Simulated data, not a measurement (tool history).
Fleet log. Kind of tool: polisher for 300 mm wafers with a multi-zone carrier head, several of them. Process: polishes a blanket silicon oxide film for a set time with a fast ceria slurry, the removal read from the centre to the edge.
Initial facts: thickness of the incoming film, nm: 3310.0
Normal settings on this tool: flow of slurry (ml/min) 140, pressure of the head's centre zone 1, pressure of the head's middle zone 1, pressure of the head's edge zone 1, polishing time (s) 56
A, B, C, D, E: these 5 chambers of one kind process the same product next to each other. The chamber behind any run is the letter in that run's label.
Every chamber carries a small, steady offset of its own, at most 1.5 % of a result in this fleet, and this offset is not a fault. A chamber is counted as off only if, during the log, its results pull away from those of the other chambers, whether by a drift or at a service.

run,day,flow of slurry (ml/min),pressure of the head's centre zone,pressure of the head's middle zone,pressure of the head's edge zone,polishing time (s),wafers polished on this pad,hours since the slurry nozzle was cleaned,hours since the centre zone pressure was calibrated,hours since the edge zone pressure was calibrated,film removed at the wafer's centre (Å),film removed at mid-radius (Å),film removed at the wafer's edge (Å)
1B,0.258,140,1,1,1,56,352,87.7,1244.7,465.4,7833.9,7759.4,7863.6
# day 0.454: chamber A: edge zone pressure recalibrated
2C,0.508,140,1,1,1,56,795,499.1,607.8,1148.4,7976.6,8044.6,7908.3
3D,0.762,140,1,1,1,56,344,212,74.1,289.6,7772.3,7898.6,8014.9
# day 0.933: chamber A: worn pad replaced by a new one
# day 1.021: chamber B: edge zone pressure recalibrated
4E,1.088,140,1,1,1,56,616,508.1,249.4,186.6,7916.7,7989.8,8016.1
5A,1.404,140,1,0.9,1,56,123,155.7,113.7,22.9,7955.7,7166.3,8010.3
6A,1.792,140,1,0.9,1,56,223,165,123,32.2,7943.6,7113.3,7883.5
# day 2.088: chamber E: worn pad replaced by a new one
7E,2.162,140,1,0.9,1,56,20,533.9,275.2,212.4,7904.2,7229,7837.7
8B,2.538,140,1,0.9,1,56,944,142.4,1299.4,36.4,7707.8,7070,7906.1
# day 2.662: chamber E: centre zone pressure recalibrated
9D,2.738,140,1,0.9,1,56,857,259.4,121.5,337,7788.1,6981.9,7864.8
# day 2.825: chamber B: worn pad replaced by a new one
10C,3.004,140,1,1,1,56,1443,559,667.7,1208.3,7928.7,7958,7949.8
# day 3.162: chamber E: slurry nozzle cleaned
# day 3.238: chamber A: worn pad replaced by a new one
11D,3.288,140,1,1,1,56,999,272.6,134.7,350.2,7711.8,7677.7,8024.3
12C,3.575,140,1,1,1,56,1591,572.7,681.4,1222,7929,7895.5,7836.7
13E,3.9,140,1,1,1,56,471,17.7,29.8,254.1,8021.8,7867.8,7924.1
# day 4.196: chamber D: worn pad replaced by a new one
14A,4.296,140,1,1,1,56,275,225.1,183.1,92.3,7862.1,7733.8,7827.6
15B,4.654,140,1,1,1,56,475,193.2,1350.2,87.2,7865.5,7716.5,7782.3
16A,4.933,140,1,1,1,56,440,240.4,198.4,107.6,7824.6,7765.4,7899
# day 5.058: chamber E: worn pad replaced by a new one
17B,5.246,140,1,1,0.95,56,628,207.4,1364.4,101.4,7760.7,7786.5,7591.3
18C,5.538,140,1,1,0.95,56,2100,619.8,728.5,1269.1,7897.3,7713.6,7602.4
19E,5.912,140,1,1,0.95,56,221,66,78.1,302.4,7972.4,7996.1,7560.7
# day 5.971: chamber B: centre zone pressure recalibrated
# day 6.071: chamber A: worn pad replaced by a new one
20D,6.158,140,1,1,0.95,56,510,341.5,203.6,419.1,7854.8,7991.2,7771.1
# day 6.35: chamber C: slurry nozzle cleaned
21C,6.379,140,1,1,0.95,56,2319,0.7,748.7,1289.3,7759.5,7650.6,7547.4
22B,6.638,140,1,1,1,56,989,240.8,16.1,134.8,7825.7,7793.2,7778.8
23A,7.008,140,1,1,1,56,243,290.2,248.2,157.4,7774,7887.9,7928.8
24D,7.325,140,1,1,1,56,812,369.5,231.6,447.1,7736.9,7626.2,7947.1
# day 7.342: chamber B: worn pad replaced by a new one
25E,7.675,140,1,1,1,56,679,108.3,120.4,344.7,7937.2,7904.5,7948.9
26E,8,165,1,0.95,1,56,763,116.1,128.2,352.5,8205.8,7896.3,8200.7
27D,8.242,165,1,0.95,1,56,1050,391.5,253.6,469.1,8047.9,7669.2,8179.3
# day 8.5: chamber A: worn pad replaced by a new one
# day 8.533: chamber D: worn pad replaced by a new one
28B,8.642,165,1,0.95,1,56,337,288.9,64.2,182.9,8229.6,7535.7,7989.5
# day 8.738: chamber E: worn pad replaced by a new one
29A,8.912,165,1,0.95,1,56,107,335.9,293.9,203.1,8278,7717,8040.4
30C,9.121,165,1,0.95,1,56,3030,66.5,814.5,1355.1,7668.1,7267.8,7601.6
31B,9.367,140,1,1,1,56,525,306.3,81.6,200.3,7666.1,7866.1,7728.8
# day 9.562: chamber B: slurry nozzle cleaned
32A,9.771,140,1,1,1,56,330,356.5,314.5,223.7,7834.2,7930.6,7933
33D,10.104,140,1,1,1,56,407,436.2,298.3,513.8,7861.7,7828.4,8023.9
34E,10.283,140,1,1,1,56,401,170.9,183,407.3,7850.3,7857.3,7849.7
35C,10.504,140,1,1,1,56,3389,99.7,847.7,1388.3,7056.5,7029.8,7152.5
36E,10.833,190,1.07,1,1,56,543,184.1,196.2,420.5,9096.2,8462.5,8243.9
# day 11.104: chamber B: worn pad replaced by a new one
37B,11.142,190,1.07,1,1,56,10,38,124.2,242.9,8959.5,8050.4,8085.7
# day 11.229: chamber A: worn pad replaced by a new one
38A,11.442,190,1.07,1,1,56,56,396.6,354.6,263.8,8985.6,8249.8,8096.1

All 5 chambers run these settings next. Forecast each chamber's results:
39A,11.733,140,1,1,1,56,,,,,?,?,?
39B,11.733,140,1,1,1,56,,,,,?,?,?
39C,11.733,140,1,1,1,56,,,,,?,?,?
39D,11.733,140,1,1,1,56,,,,,?,?,?
39E,11.733,140,1,1,1,56,,,,,?,?,?

run,film removed at the wafer's centre (Å),film removed at mid-radius (Å),film removed at the wafer's edge (Å)
39A,7866,7701.4,7979.6
39B,7860.7,7868.3,7566
39C,7086.6,6918,7076.8
39D,7966.3,7797.4,7762.7
39E,7969.5,7897.8,7853.6
